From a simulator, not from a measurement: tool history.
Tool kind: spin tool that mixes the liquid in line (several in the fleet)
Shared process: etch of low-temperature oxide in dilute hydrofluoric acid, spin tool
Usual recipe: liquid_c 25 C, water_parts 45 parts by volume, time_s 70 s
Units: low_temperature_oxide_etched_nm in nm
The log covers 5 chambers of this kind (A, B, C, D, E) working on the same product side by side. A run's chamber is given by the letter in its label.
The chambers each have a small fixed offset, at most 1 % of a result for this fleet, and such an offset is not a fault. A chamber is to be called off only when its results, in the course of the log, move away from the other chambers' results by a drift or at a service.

run,hour,liquid_c,water_parts,time_s,hours since the thermometer was replaced,hours since the hydrofluoric acid flow meter was replaced,"read-back film thickness of the low-temperature oxide reference wafer, read on the same gauge (nm)",low_temperature_oxide_etched_nm
1A,7.9,25,45,70,1280.7,1256.8,30.007,23.293
2E,13.8,25,45,70,27.2,175.8,29.99,23.374
3C,21.8,25,45,70,181.5,1852.1,29.987,23.146
4D,27.3,25,45,70,1065.6,291.4,29.99,23.369
5B,31.4,25,45,70,756.6,364.7,29.991,23.051
6B,35.1,25,45,70,760.3,368.4,30.033,22.977
7D,40.8,25,45,70,1079.1,304.9,29.958,23.525
8E,44.5,25,45,70,57.9,206.5,30.003,23.084
9A,49.9,25,45,70,1322.7,1298.8,30.02,23.437
10C,55.1,25,45,70,214.8,1885.4,30.009,23.091
11B,59.5,25,45,70,784.7,392.8,30.043,23.462
12D,66.7,25,45,70,1105,330.8,30.004,23.178
13E,71.7,25,45,70,85.1,233.7,30.002,23.415
14C,75.2,25,45,70,234.9,1905.5,30.034,23.273
15A,81.7,25,45,70,1354.5,1330.6,29.993,23.388
16B,88.6,25,45,70,813.8,421.9,30.021,22.531
17C,96.4,25,45,70,256.1,1926.7,29.992,23.051
18D,101.2,25,45,70,1139.5,365.3,30.035,23.195
19E,108.3,25,45,70,121.7,270.3,29.963,23.113
20A,112.7,25,45,70,1385.5,1361.6,30.014,23.578
21A,116.3,25,45,70,1389.1,1365.2,29.971,23.245
22B,123.7,25,45,70,848.9,457,29.978,22.384
23C,128.9,25,45,70,288.6,1959.2,30.023,23.144
24E,136.8,25,45,70,150.2,298.8,30.033,23.328
25D,140.3,25,45,70,1178.6,404.4,29.999,22.84
26E,147.8,25,45,70,161.2,309.8,29.985,23.173
27A,152.4,25,45,70,1425.2,1401.3,30.001,23.289
28D,157.3,25,45,70,1195.6,421.4,30.007,23.803
29B,163.5,25,45,70,888.7,496.8,29.995,22.091
30C,171.3,25,45,70,331,2001.6,30.031,22.721
31A,178.2,25,45,70,1451,1427.1,29.99,23.223

Predict what each chamber gives when all 5 of them run the settings below next.
32A,184,25,45,70,,,,?
32B,184,25,45,70,,,,?
32C,184,25,45,70,,,,?
32D,184,25,45,70,,,,?
32E,184,25,45,70,,,,?

run,low_temperature_oxide_etched_nm
32A,23.427
32B,21.966
32C,23.11
32D,23.105
32E,23.228
